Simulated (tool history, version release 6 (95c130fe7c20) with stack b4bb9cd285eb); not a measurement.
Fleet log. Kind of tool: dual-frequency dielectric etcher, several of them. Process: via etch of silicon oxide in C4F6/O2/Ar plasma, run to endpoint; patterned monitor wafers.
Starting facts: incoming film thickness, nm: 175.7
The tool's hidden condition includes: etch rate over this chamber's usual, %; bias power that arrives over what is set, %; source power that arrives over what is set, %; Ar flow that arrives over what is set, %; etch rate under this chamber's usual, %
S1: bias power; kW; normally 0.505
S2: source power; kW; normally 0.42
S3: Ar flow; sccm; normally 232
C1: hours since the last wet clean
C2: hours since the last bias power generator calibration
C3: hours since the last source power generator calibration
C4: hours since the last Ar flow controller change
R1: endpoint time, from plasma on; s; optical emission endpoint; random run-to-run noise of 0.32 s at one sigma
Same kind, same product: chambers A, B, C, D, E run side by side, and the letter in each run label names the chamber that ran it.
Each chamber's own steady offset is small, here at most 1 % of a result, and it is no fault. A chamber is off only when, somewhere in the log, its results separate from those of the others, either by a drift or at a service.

run 1B hour=9.7 | S1=0.505 S2=0.42 S3=232 | C1=184.8 C2=864.5 C3=2630.9 C4=1047.8 | R1=36.852
run 2A hour=17.2 | S1=0.505 S2=0.42 S3=232 | C1=327.6 C2=2274.6 C3=4127.9 C4=1949.6 | R1=36.626
run 3E hour=24 | S1=0.505 S2=0.42 S3=232 | C1=233.7 C2=1543.5 C3=2182.6 C4=217.8 | R1=36.664
run 4C hour=37.9 | S1=0.505 S2=0.42 S3=232 | C1=46 C2=2860.9 C3=383.8 C4=1340.7 | R1=36.747
run 5D hour=46.9 | S1=0.505 S2=0.42 S3=232 | C1=226.8 C2=1472.1 C3=2593.5 C4=4399.2 | R1=37.142
run 6C hour=58.6 | S1=0.505 S2=0.42 S3=232 | C1=66.7 C2=2881.6 C3=404.5 C4=1361.4 | R1=36.881
run 7A hour=73.2 | S1=0.505 S2=0.42 S3=232 | C1=383.6 C2=2330.6 C3=4183.9 C4=2005.6 | R1=35.997
run 8D hour=87.1 | S1=0.505 S2=0.46 S3=213 | C1=267 C2=1512.3 C3=2633.7 C4=4439.4 | R1=35.214
run 9E hour=102.1 | S1=0.505 S2=0.46 S3=213 | C1=311.8 C2=1621.6 C3=2260.7 C4=295.9 | R1=34.522
run 10B hour=111.7 | S1=0.505 S2=0.46 S3=213 | C1=286.8 C2=966.5 C3=2732.9 C4=1149.8 | R1=35.497
run 11E hour=126.1 | S1=0.505 S2=0.46 S3=213 | C1=335.8 C2=1645.6 C3=2284.7 C4=319.9 | R1=34.572
run 12C hour=135 | S1=0.505 S2=0.46 S3=213 | C1=143.1 C2=2958 C3=480.9 C4=1437.8 | R1=35.428
run 13B hour=143.6 | S1=0.505 S2=0.42 S3=232 | C1=318.7 C2=998.4 C3=2764.8 C4=1181.7 | R1=37.061
run 14A hour=155 | S1=0.505 S2=0.42 S3=232 | C1=465.4 C2=2412.4 C3=4265.7 C4=2087.4 | R1=36.342
run 15D hour=165.8 | S1=0.462 S2=0.42 S3=288 | C1=345.7 C2=1591 C3=2712.4 C4=4518.1 | R1=39.024
run 16B hour=174.5 | S1=0.462 S2=0.42 S3=288 | C1=349.6 C2=1029.3 C3=2795.7 C4=1212.6 | R1=39.834
-- hour=175.8 chamber A: source power generator calibrated
run 17A hour=183.5 | S1=0.462 S2=0.42 S3=288 | C1=493.9 C2=2440.9 C3=7.8 C4=2115.9 | R1=38.86
run 18D hour=194.1 | S1=0.462 S2=0.42 S3=288 | C1=374 C2=1619.3 C3=2740.7 C4=4546.4 | R1=38.973
run 19E hour=201.7 | S1=0.462 S2=0.42 S3=288 | C1=411.4 C2=1721.2 C3=2360.3 C4=395.5 | R1=38.928
run 20C hour=214.7 | S1=0.505 S2=0.42 S3=232 | C1=222.8 C2=3037.7 C3=560.6 C4=1517.5 | R1=36.104
run 21B hour=222.1 | S1=0.46 S2=0.42 S3=181 | C1=397.2 C2=1076.9 C3=2843.3 C4=1260.2 | R1=37.641
run 22C hour=236.1 | S1=0.46 S2=0.42 S3=181 | C1=244.2 C2=3059.1 C3=582 C4=1538.9 | R1=36.528
-- hour=247 chamber A: wet clean of the chamber
run 23D hour=250.9 | S1=0.46 S2=0.42 S3=181 | C1=430.8 C2=1676.1 C3=2797.5 C4=4603.2 | R1=37.647
run 24A hour=262.9 | S1=0.46 S2=0.42 S3=181 | C1=15.9 C2=2520.3 C3=87.2 C4=2195.3 | R1=35.648
run 25E hour=271.7 | S1=0.46 S2=0.42 S3=181 | C1=481.4 C2=1791.2 C3=2430.3 C4=465.5 | R1=36.812
run 26D hour=280.5 | S1=0.505 S2=0.42 S3=232 | C1=460.4 C2=1705.7 C3=2827.1 C4=4632.8 | R1=37.258
run 27E hour=293.9 | S1=0.505 S2=0.42 S3=232 | C1=503.6 C2=1813.4 C3=2452.5 C4=487.7 | R1=36.945
-- hour=299.8 chamber D: wet clean of the chamber
run 28B hour=306.9 | S1=0.588 S2=0.42 S3=277 | C1=482 C2=1161.7 C3=2928.1 C4=1345 | R1=36.348
-- hour=313.3 chamber E: wet clean of the chamber
run 29A hour=313.7 | S1=0.588 S2=0.42 S3=277 | C1=66.7 C2=2571.1 C3=138 C4=2246.1 | R1=33.416
run 30C hour=328 | S1=0.588 S2=0.42 S3=277 | C1=336.1 C2=3151 C3=673.9 C4=1630.8 | R1=35.342
run 31C hour=334.8 | S1=0.588 S2=0.42 S3=277 | C1=342.9 C2=3157.8 C3=680.7 C4=1637.6 | R1=35.132
run 32B hour=344.5 | S1=0.588 S2=0.42 S3=277 | C1=519.6 C2=1199.3 C3=2965.7 C4=1382.6 | R1=35.994
run 33A hour=358.5 | S1=0.505 S2=0.42 S3=232 | C1=111.5 C2=2615.9 C3=182.8 C4=2290.9 | R1=34.365
run 34E hour=369.2 | S1=0.505 S2=0.42 S3=232 | C1=56 C2=1888.7 C3=2527.8 C4=563 | R1=36.764
run 35D hour=377.4 | S1=0.505 S2=0.42 S3=232 | C1=77.6 C2=1802.6 C3=2924 C4=4729.7 | R1=37.57
run 36E hour=387 | S1=0.505 S2=0.42 S3=232 | C1=73.8 C2=1906.5 C3=2545.6 C4=580.8 | R1=36.486
run 37B hour=396.5 | S1=0.505 S2=0.42 S3=232 | C1=571.6 C2=1251.3 C3=3017.7 C4=1434.6 | R1=37.444

Next, all 5 chambers run the settings below, one line each with question marks for the results. What does each chamber give?
run 38A hour=407.2 | S1=0.505 S2=0.48 S3=232 | R1=?
run 38B hour=407.2 | S1=0.505 S2=0.48 S3=232 | R1=?
run 38C hour=407.2 | S1=0.505 S2=0.48 S3=232 | R1=?
run 38D hour=407.2 | S1=0.505 S2=0.48 S3=232 | R1=?
run 38E hour=407.2 | S1=0.505 S2=0.48 S3=232 | R1=?

run=38A R1=33.016
run=38B R1=35.405
run=38C R1=35.147
run=38D R1=35.29
run=38E R1=34.962
